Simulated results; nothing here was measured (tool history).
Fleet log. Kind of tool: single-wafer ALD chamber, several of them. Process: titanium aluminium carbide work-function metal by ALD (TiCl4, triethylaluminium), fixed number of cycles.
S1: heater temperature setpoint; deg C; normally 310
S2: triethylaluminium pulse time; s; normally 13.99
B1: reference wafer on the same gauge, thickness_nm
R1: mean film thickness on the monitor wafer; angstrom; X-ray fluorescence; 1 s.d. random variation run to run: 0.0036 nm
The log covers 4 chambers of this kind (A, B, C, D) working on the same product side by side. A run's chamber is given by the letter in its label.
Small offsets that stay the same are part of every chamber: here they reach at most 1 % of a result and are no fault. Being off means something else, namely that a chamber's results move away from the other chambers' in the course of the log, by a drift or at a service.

Run 1D, hour 5.1: usual settings; B1 2.2796. Result: R1 21.387 angstrom.
Run 2B, hour 7.9: usual settings; B1 2.2794. Result: R1 21.467 angstrom.
Run 3A, hour 12.9: usual settings; B1 2.2795. Result: R1 21.310 angstrom.
Run 4C, hour 15.8: usual settings; B1 2.2794. Result: R1 21.397 angstrom.
Run 5D, hour 19.2: usual settings; B1 2.2783. Result: R1 21.431 angstrom.
Run 6A, hour 24.5: usual settings; B1 2.2784. Result: R1 21.327 angstrom.
Run 7C, hour 28.4: usual settings; B1 2.2781. Result: R1 21.373 angstrom.
Run 8B, hour 31.7: usual settings; B1 2.2769. Result: R1 21.433 angstrom.
Run 9A, hour 34.1: usual settings; B1 2.2764. Result: R1 21.296 angstrom.
Run 10C, hour 37.7: usual settings but S1 323 deg C, S2 11.27 s; B1 2.2753. Result: R1 22.236 angstrom.
Run 11D, hour 42.9: usual settings but S1 323 deg C, S2 11.27 s; B1 2.2765. Result: R1 22.262 angstrom.
Run 12B, hour 46.2: usual settings but S1 323 deg C, S2 11.27 s; B1 2.2759. Result: R1 22.363 angstrom.
Run 13B, hour 50.4: usual settings but S1 323 deg C, S2 11.27 s; B1 2.2754. Result: R1 22.370 angstrom.
Run 14D, hour 55.1: usual settings; B1 2.2753. Result: R1 21.403 angstrom.
Run 15A, hour 58.0: usual settings; B1 2.2740. Result: R1 21.247 angstrom.
Run 16C, hour 62.1: usual settings; B1 2.2734. Result: R1 21.389 angstrom.
Run 17C, hour 67.6: usual settings; B1 2.2734. Result: R1 21.427 angstrom.
Run 18A, hour 73.1: usual settings but S1 303 deg C; B1 2.2737. Result: R1 20.572 angstrom.
Run 19B, hour 77.9: usual settings but S1 303 deg C; B1 2.2727. Result: R1 20.798 angstrom.
Run 20D, hour 82.1: usual settings but S1 303 deg C; B1 2.2717. Result: R1 20.752 angstrom.
Run 21B, hour 86.1: usual settings but S1 303 deg C; B1 2.2726. Result: R1 20.786 angstrom.
Run 22A, hour 91.3: usual settings; B1 2.2715. Result: R1 21.258 angstrom.
Run 23D, hour 96.2: usual settings; B1 2.2708. Result: R1 21.267 angstrom.
Run 24C, hour 100.0: usual settings; B1 2.2712. Result: R1 21.302 angstrom.
Run 25D, hour 104.5: usual settings but S1 303 deg C, S2 10.28 s; B1 2.2709. Result: R1 20.176 angstrom.
Run 26C, hour 109.1: usual settings but S1 303 deg C, S2 10.28 s; B1 2.2692. Result: R1 20.255 angstrom.
Run 27B, hour 112.8: usual settings but S1 303 deg C, S2 10.28 s; B1 2.2688. Result: R1 20.351 angstrom.
Run 28A, hour 117.3: usual settings but S1 303 deg C, S2 10.28 s; B1 2.2682. Result: R1 20.153 angstrom.
Run 29B, hour 120.1: usual settings but S1 322 deg C, S2 12.30 s; B1 2.2685. Result: R1 22.325 angstrom.
Run 30A, hour 125.7: usual settings but S1 322 deg C, S2 12.30 s; B1 2.2689. Result: R1 22.179 angstrom.
Run 31D, hour 128.8: usual settings but S1 322 deg C, S2 12.30 s; B1 2.2670. Result: R1 22.211 angstrom.
Run 32C, hour 132.6: usual settings but S1 322 deg C, S2 12.30 s; B1 2.2676. Result: R1 22.242 angstrom.
Run 33B, hour 135.7: usual settings; B1 2.2668. Result: R1 21.339 angstrom.
Run 34D, hour 141.2: usual settings; B1 2.2674. Result: R1 21.302 angstrom.
Run 35A, hour 144.4: usual settings; B1 2.2660. Result: R1 21.131 angstrom.
Run 36C, hour 148.4: usual settings; B1 2.2661. Result: R1 21.333 angstrom.
Run 37D, hour 153.0: usual settings; B1 2.2659. Result: R1 21.294 angstrom.
Run 38C, hour 157.1: usual settings but S1 324 deg C; B1 2.2652. Result: R1 22.532 angstrom.
Run 39B, hour 162.0: usual settings but S1 324 deg C; B1 2.2645. Result: R1 22.623 angstrom.

Read the log: is a single chamber off, either drifting away or since a service, is the gauge that measures every chamber drifting, or is nothing wrong beyond small per-chamber offsets? Name any odd chamber and what most likely caused it.

It is the gauge, not a chamber: its drift shows up in every chamber's results at once, and no chamber is off.
Likeliest cause: gauge reads low (%) = 0.691.

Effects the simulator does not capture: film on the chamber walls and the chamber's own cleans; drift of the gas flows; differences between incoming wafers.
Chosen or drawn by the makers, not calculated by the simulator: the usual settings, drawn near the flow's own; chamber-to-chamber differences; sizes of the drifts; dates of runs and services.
